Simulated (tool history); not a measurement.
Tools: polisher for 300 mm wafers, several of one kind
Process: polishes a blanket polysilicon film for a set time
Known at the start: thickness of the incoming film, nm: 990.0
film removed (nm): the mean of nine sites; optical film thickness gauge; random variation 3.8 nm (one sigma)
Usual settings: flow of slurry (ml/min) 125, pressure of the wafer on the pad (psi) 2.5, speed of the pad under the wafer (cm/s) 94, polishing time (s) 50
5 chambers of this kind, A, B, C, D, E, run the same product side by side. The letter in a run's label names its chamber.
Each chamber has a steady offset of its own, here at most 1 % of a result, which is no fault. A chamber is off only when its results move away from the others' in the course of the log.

run,day,flow of slurry (ml/min),pressure of the wafer on the pad (psi),speed of the pad under the wafer (cm/s),polishing time (s),wafers polished on this pad,hours since the slurry nozzle was cleaned,hours since the head pressure was calibrated,film removed (nm)
1B,0.171,125,2.5,94,50,547,214.2,763.3,369.3
2A,0.321,125,2.5,94,50,1400,185.9,261.7,371.82
# day 0.417: chamber D: worn pad replaced by a new one
3C,0.554,125,2.5,94,50,528,440.9,286.1,379.07
4D,0.779,125,2.5,94,50,55,601.5,936.9,367.75
# day 0.792: chamber B: worn pad replaced by a new one
# day 0.892: chamber A: worn pad replaced by a new one
5E,0.979,125,2.5,94,50,987,244.5,178.6,367.17
6A,1.192,165,2.5,94,50,45,206.8,282.6,383.75
# day 1.271: chamber C: worn pad replaced by a new one
7B,1.458,165,2.5,94,50,102,245.1,794.2,378.83
# day 1.6: chamber D: slurry nozzle cleaned
8C,1.692,165,2.5,94,50,64,468.2,313.4,392
9D,1.9,165,2.5,94,50,226,7.2,963.8,394.29
10E,2.112,165,2.5,94,50,1160,271.7,205.8,383.84
11D,2.267,125,2.5,94,50,282,16,972.6,377.18
# day 2.517: chamber E: worn pad replaced by a new one
12B,2.538,125,2.5,94,50,266,271,820.1,360
13C,2.688,125,2.5,94,50,216,492.1,337.3,370.56
14A,2.921,125,2.5,94,50,309,248.3,324.1,373.29
15E,3.046,125,2.5,94,50,81,294.1,228.2,369.78
# day 3.212: chamber A: slurry nozzle cleaned
16D,3.312,125,2.5,94,50,442,41.1,997.7,376.98
17C,3.504,125,2.5,94,50,341,511.7,356.9,373.64
18B,3.762,125,2.5,94,50,453,300.4,849.5,352.97
# day 3.933: chamber D: worn pad replaced by a new one
19A,3.979,125,2.5,94,50,471,18.4,349.5,373.47
20E,4.154,125,2.5,94,50,250,320.7,254.8,364.73
21A,4.396,125,2.5,94,50,535,28.4,359.5,374.98
22D,4.604,125,2.5,94,68,102,72.1,1028.7,509.37
# day 4.692: chamber C: slurry nozzle cleaned
23B,4.721,125,2.5,94,68,600,323.4,872.5,467.59
# day 4.842: chamber B: worn pad replaced by a new one
24C,4.871,125,2.5,94,68,549,4.4,389.7,509.24
25E,5.133,125,2.5,94,68,400,344.2,278.3,501.17
# day 5.275: chamber C: worn pad replaced by a new one
26C,5.329,125,2.5,94,68,8,15.4,400.7,514.76
27D,5.508,125,2.5,94,50,240,93.8,1050.4,374.88
28B,5.742,125,2.5,94,50,137,347.9,897,342.63
29E,5.883,125,2.5,94,50,514,362.2,296.3,364.72
30A,6.117,125,2.5,94,50,797,69.7,400.8,370.48

Next, every chamber runs the same settings. What will each give?
31A,6.312,125,2.5,94,50,,,,?
31B,6.312,125,2.5,94,50,,,,?
31C,6.312,125,2.5,94,50,,,,?
31D,6.312,125,2.5,94,50,,,,?
31E,6.312,125,2.5,94,50,,,,?

run,film removed (nm)
31A,366.61
31B,340.4
31C,379.25
31D,372
31E,367.74
